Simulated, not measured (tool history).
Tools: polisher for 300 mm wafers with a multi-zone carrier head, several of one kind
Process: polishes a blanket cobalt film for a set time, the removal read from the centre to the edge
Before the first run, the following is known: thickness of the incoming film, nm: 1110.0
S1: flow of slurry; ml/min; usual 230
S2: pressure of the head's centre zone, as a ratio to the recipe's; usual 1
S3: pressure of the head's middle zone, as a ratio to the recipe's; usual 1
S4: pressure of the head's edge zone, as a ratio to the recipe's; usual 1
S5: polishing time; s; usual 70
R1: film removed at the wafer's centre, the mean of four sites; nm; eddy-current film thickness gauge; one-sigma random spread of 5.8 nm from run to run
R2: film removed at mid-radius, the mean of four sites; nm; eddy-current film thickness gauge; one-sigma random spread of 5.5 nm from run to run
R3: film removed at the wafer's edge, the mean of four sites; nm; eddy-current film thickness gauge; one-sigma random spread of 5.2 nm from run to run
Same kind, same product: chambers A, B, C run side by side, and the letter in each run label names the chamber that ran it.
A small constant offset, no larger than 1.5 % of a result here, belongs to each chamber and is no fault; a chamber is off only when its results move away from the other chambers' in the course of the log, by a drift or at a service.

run 1B hour=12.9 | S1=230 S2=1 S3=1 S4=1 S5=70 | R1=392.79 R2=395.08 R3=391.16
-- hour=22.4 chamber B: worn pad replaced by a new one
run 2C hour=24.6 | S1=230 S2=1 S3=1 S4=1 S5=70 | R1=385.48 R2=377.16 R3=391.21
-- hour=30.8 chamber C: worn pad replaced by a new one
run 3A hour=37.5 | S1=230 S2=1 S3=1 S4=1 S5=70 | R1=392.08 R2=393.59 R3=399.34
-- hour=41.9 chamber A: edge zone pressure recalibrated
run 4B hour=46 | S1=230 S2=1 S3=1 S4=1 S5=70 | R1=397.07 R2=398.92 R3=387.21
run 5A hour=57.7 | S1=230 S2=1 S3=1 S4=1 S5=70 | R1=375.59 R2=388.45 R3=396.47
run 6C hour=64.5 | S1=230 S2=1 S3=1 S4=1 S5=70 | R1=388.08 R2=392.52 R3=390.59
run 7A hour=76.2 | S1=230 S2=1 S3=1 S4=1 S5=70 | R1=396.15 R2=385.97 R3=391.31
-- hour=86.5 chamber B: slurry nozzle cleaned
run 8B hour=86.8 | S1=230 S2=1 S3=1 S4=1 S5=70 | R1=390.38 R2=391.4 R3=397.57
run 9C hour=93.2 | S1=230 S2=1 S3=1 S4=1 S5=70 | R1=389.36 R2=388.58 R3=399.89
-- hour=99.5 chamber C: worn pad replaced by a new one
run 10B hour=101.6 | S1=230 S2=1 S3=1 S4=1 S5=70 | R1=387.67 R2=398.96 R3=391.92
run 11C hour=112.2 | S1=230 S2=1 S3=1 S4=1 S5=70 | R1=383.06 R2=394.55 R3=387.21
-- hour=112.9 chamber A: centre zone pressure recalibrated
run 12A hour=120.7 | S1=230 S2=1 S3=1 S4=1 S5=70 | R1=387.5 R2=396.19 R3=388.37
run 13A hour=132.8 | S1=200 S2=1 S3=1 S4=1 S5=70 | R1=382.44 R2=380.94 R3=393.61
-- hour=136.1 chamber C: centre zone pressure recalibrated
-- hour=141.4 chamber B: worn pad replaced by a new one
run 14B hour=146.2 | S1=200 S2=1 S3=1 S4=1 S5=70 | R1=392.04 R2=392.71 R3=391.97
run 15C hour=155.1 | S1=200 S2=1 S3=1 S4=1 S5=70 | R1=384.92 R2=387.05 R3=388.6
run 16C hour=161.9 | S1=230 S2=1.05 S3=1 S4=0.92 S5=70 | R1=398.21 R2=383.59 R3=374.97
run 17A hour=173.7 | S1=230 S2=1.05 S3=1 S4=0.92 S5=70 | R1=403.57 R2=389.24 R3=380.84
-- hour=175 chamber C: worn pad replaced by a new one
run 18B hour=187.1 | S1=230 S2=1.05 S3=1 S4=0.92 S5=70 | R1=414.04 R2=390.58 R3=381.99
run 19A hour=200.3 | S1=230 S2=1 S3=1 S4=1 S5=70 | R1=380.8 R2=384.15 R3=389.49
run 20B hour=206.9 | S1=230 S2=1 S3=1 S4=1 S5=70 | R1=400.56 R2=397.7 R3=396.84
run 21C hour=215.9 | S1=230 S2=1 S3=1 S4=1 S5=70 | R1=396.16 R2=400.81 R3=391.28
run 22A hour=225.6 | S1=230 S2=1 S3=1 S4=1 S5=70 | R1=380.81 R2=379.98 R3=391.48
run 23B hour=239.2 | S1=230 S2=1 S3=1 S4=1 S5=61 | R1=339.38 R2=346.67 R3=352.87
-- hour=243.6 chamber C: worn pad replaced by a new one
run 24C hour=246.7 | S1=230 S2=1 S3=1 S4=1 S5=61 | R1=338.3 R2=344.18 R3=344.59
-- hour=250.6 chamber B: worn pad replaced by a new one
run 25C hour=254.7 | S1=230 S2=1 S3=1 S4=1 S5=61 | R1=336.94 R2=342.48 R3=342.23
run 26A hour=267.2 | S1=230 S2=1 S3=1 S4=1 S5=70 | R1=376.16 R2=375.43 R3=374.94
run 27B hour=277.5 | S1=230 S2=0.89 S3=1 S4=1 S5=70 | R1=343.01 R2=391.41 R3=390.46
-- hour=282.3 chamber C: edge zone pressure recalibrated
run 28B hour=284 | S1=230 S2=0.89 S3=1 S4=1 S5=70 | R1=348.84 R2=398.21 R3=400.15
run 29A hour=291.7 | S1=230 S2=0.89 S3=1 S4=1 S5=70 | R1=330.71 R2=381.67 R3=375.57
run 30C hour=297.9 | S1=300 S2=1 S3=1 S4=1 S5=70 | R1=393.26 R2=404.91 R3=404.71
run 31B hour=307.3 | S1=300 S2=1 S3=1 S4=1 S5=70 | R1=406.74 R2=416.18 R3=400.85
run 32A hour=316.2 | S1=300 S2=1 S3=1 S4=1 S5=70 | R1=376.08 R2=379.35 R3=381.02
-- hour=317.2 chamber C: worn pad replaced by a new one
run 33C hour=324.3 | S1=170 S2=1 S3=1 S4=1 S5=70 | R1=375.03 R2=381.62 R3=378.88
run 34B hour=332.4 | S1=170 S2=1 S3=1 S4=1 S5=70 | R1=364.61 R2=372.33 R3=371.75
run 35C hour=340.5 | S1=170 S2=1 S3=1 S4=1 S5=70 | R1=373.83 R2=373.51 R3=381.49
run 36A hour=354.1 | S1=230 S2=1 S3=1 S4=1 S5=70 | R1=369.98 R2=364.02 R3=365.6
run 37B hour=363.1 | S1=230 S2=1 S3=1 S4=1 S5=70 | R1=382.56 R2=394.46 R3=387.93
run 38C hour=370.9 | S1=230 S2=1 S3=1 S4=1 S5=70 | R1=388.92 R2=387.75 R3=392.14
run 39A hour=379.5 | S1=230 S2=1 S3=1 S4=1 S5=70 | R1=368.1 R2=367.91 R3=363.03
run 40C hour=385.7 | S1=230 S2=1 S3=1 S4=1 S5=70 | R1=388.15 R2=389.25 R3=385.32

All chambers now run identical settings, listed one chamber a line with results as question marks. What results will each chamber show?
run 41A hour=395.7 | S1=230 S2=1 S3=1 S4=1 S5=70 | R1=? R2=? R3=?
run 41B hour=395.7 | S1=230 S2=1 S3=1 S4=1 S5=70 | R1=? R2=? R3=?
run 41C hour=395.7 | S1=230 S2=1 S3=1 S4=1 S5=70 | R1=? R2=? R3=?

run=41A R1=355.56 R2=362.15 R3=364.33
run=41B R1=385.84 R2=388.69 R3=389.02
run=41C R1=388.45 R2=392.89 R3=388.56
